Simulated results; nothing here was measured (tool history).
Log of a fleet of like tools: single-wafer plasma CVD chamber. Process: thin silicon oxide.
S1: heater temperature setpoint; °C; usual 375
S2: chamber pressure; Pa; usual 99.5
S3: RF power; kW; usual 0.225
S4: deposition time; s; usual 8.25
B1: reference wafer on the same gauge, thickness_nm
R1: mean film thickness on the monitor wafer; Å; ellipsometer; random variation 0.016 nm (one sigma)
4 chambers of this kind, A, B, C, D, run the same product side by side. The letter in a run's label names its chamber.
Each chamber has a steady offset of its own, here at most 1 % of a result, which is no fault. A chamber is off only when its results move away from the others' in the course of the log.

{"run": "1A", "hour": 7.8, "S1": 375, "S2": 99.5, "S3": 0.225, "S4": 8.25, "B1": 10.701, "R1": 128.0}
{"run": "2B", "hour": 17.3, "S1": 375, "S2": 99.5, "S3": 0.225, "S4": 8.25, "B1": 10.701, "R1": 127.76}
{"run": "3C", "hour": 27.1, "S1": 375, "S2": 99.5, "S3": 0.225, "S4": 8.25, "B1": 10.703, "R1": 125.94}
{"run": "4D", "hour": 36.9, "S1": 375, "S2": 99.5, "S3": 0.225, "S4": 8.25, "B1": 10.709, "R1": 126.71}
{"run": "5D", "hour": 45.3, "S1": 375, "S2": 99.5, "S3": 0.225, "S4": 8.25, "B1": 10.71, "R1": 126.64}
{"run": "6B", "hour": 55.1, "S1": 375, "S2": 99.5, "S3": 0.225, "S4": 8.25, "B1": 10.712, "R1": 127.79}
{"run": "7A", "hour": 64.4, "S1": 375, "S2": 99.5, "S3": 0.225, "S4": 8.25, "B1": 10.715, "R1": 127.97}
{"run": "8C", "hour": 70.8, "S1": 375, "S2": 99.5, "S3": 0.25, "S4": 8.25, "B1": 10.713, "R1": 132.23}
{"run": "9A", "hour": 79.9, "S1": 375, "S2": 99.5, "S3": 0.25, "S4": 8.25, "B1": 10.718, "R1": 134.81}
{"run": "10B", "hour": 88.8, "S1": 375, "S2": 99.5, "S3": 0.25, "S4": 8.25, "B1": 10.718, "R1": 134.84}
{"run": "11C", "hour": 98.7, "S1": 375, "S2": 99.5, "S3": 0.25, "S4": 8.25, "B1": 10.718, "R1": 132.6}
{"run": "12D", "hour": 105.3, "S1": 375, "S2": 99.5, "S3": 0.225, "S4": 8.25, "B1": 10.725, "R1": 126.78}
{"run": "13C", "hour": 114.2, "S1": 375, "S2": 99.5, "S3": 0.225, "S4": 8.25, "B1": 10.722, "R1": 126.35}
{"run": "14B", "hour": 123.0, "S1": 375, "S2": 99.5, "S3": 0.225, "S4": 8.25, "B1": 10.722, "R1": 128.21}
{"hour": 123.7, "done": "chamber C: RF generator calibrated"}
{"run": "15D", "hour": 132.6, "S1": 375, "S2": 99.5, "S3": 0.225, "S4": 8.25, "B1": 10.727, "R1": 126.65}
{"run": "16A", "hour": 137.4, "S1": 375, "S2": 99.5, "S3": 0.225, "S4": 8.25, "B1": 10.725, "R1": 128.25}
{"run": "17A", "hour": 146.5, "S1": 375, "S2": 99.5, "S3": 0.225, "S4": 8.25, "B1": 10.732, "R1": 128.53}
{"run": "18B", "hour": 152.8, "S1": 375, "S2": 99.5, "S3": 0.225, "S4": 8.25, "B1": 10.73, "R1": 128.25}
{"run": "19D", "hour": 161.7, "S1": 375, "S2": 99.5, "S3": 0.225, "S4": 8.25, "B1": 10.729, "R1": 126.66}
{"run": "20C", "hour": 171.9, "S1": 375, "S2": 99.5, "S3": 0.225, "S4": 8.25, "B1": 10.734, "R1": 126.6}
{"run": "21B", "hour": 176.9, "S1": 386, "S2": 99.5, "S3": 0.225, "S4": 7.18, "B1": 10.738, "R1": 110.66}
{"run": "22D", "hour": 184.0, "S1": 386, "S2": 99.5, "S3": 0.225, "S4": 7.18, "B1": 10.736, "R1": 109.68}
{"run": "23A", "hour": 190.6, "S1": 386, "S2": 99.5, "S3": 0.225, "S4": 7.18, "B1": 10.738, "R1": 111.02}
{"run": "24C", "hour": 196.8, "S1": 386, "S2": 99.5, "S3": 0.225, "S4": 7.18, "B1": 10.741, "R1": 109.54}
{"run": "25A", "hour": 204.2, "S1": 375, "S2": 99.5, "S3": 0.225, "S4": 8.25, "B1": 10.744, "R1": 128.58}
{"run": "26D", "hour": 209.9, "S1": 375, "S2": 99.5, "S3": 0.225, "S4": 8.25, "B1": 10.74, "R1": 127.04}
{"run": "27B", "hour": 217.5, "S1": 375, "S2": 99.5, "S3": 0.225, "S4": 8.25, "B1": 10.744, "R1": 128.75}
{"run": "28C", "hour": 227.4, "S1": 375, "S2": 99.5, "S3": 0.225, "S4": 8.25, "B1": 10.745, "R1": 126.82}
{"run": "29B", "hour": 235.8, "S1": 375, "S2": 99.5, "S3": 0.225, "S4": 8.25, "B1": 10.748, "R1": 128.42}
{"run": "30D", "hour": 245.1, "S1": 375, "S2": 99.5, "S3": 0.225, "S4": 8.25, "B1": 10.753, "R1": 127.01}
{"run": "31C", "hour": 252.8, "S1": 375, "S2": 99.5, "S3": 0.225, "S4": 8.25, "B1": 10.749, "R1": 126.76}
{"run": "32A", "hour": 259.5, "S1": 375, "S2": 99.5, "S3": 0.225, "S4": 8.25, "B1": 10.749, "R1": 128.59}
{"run": "33B", "hour": 264.9, "S1": 375, "S2": 99.5, "S3": 0.225, "S4": 8.25, "B1": 10.75, "R1": 128.58}

All 4 chambers run these settings next. Forecast each chamber's results:
{"run": "34A", "hour": 272.5, "S1": 375, "S2": 99.5, "S3": 0.225, "S4": 8.25, "R1": "?"}
{"run": "34B", "hour": 272.5, "S1": 375, "S2": 99.5, "S3": 0.225, "S4": 8.25, "R1": "?"}
{"run": "34C", "hour": 272.5, "S1": 375, "S2": 99.5, "S3": 0.225, "S4": 8.25, "R1": "?"}
{"run": "34D", "hour": 272.5, "S1": 375, "S2": 99.5, "S3": 0.225, "S4": 8.25, "R1": "?"}

run=34A R1=128.51
run=34B R1=128.39
run=34C R1=126.88
run=34D R1=127.17

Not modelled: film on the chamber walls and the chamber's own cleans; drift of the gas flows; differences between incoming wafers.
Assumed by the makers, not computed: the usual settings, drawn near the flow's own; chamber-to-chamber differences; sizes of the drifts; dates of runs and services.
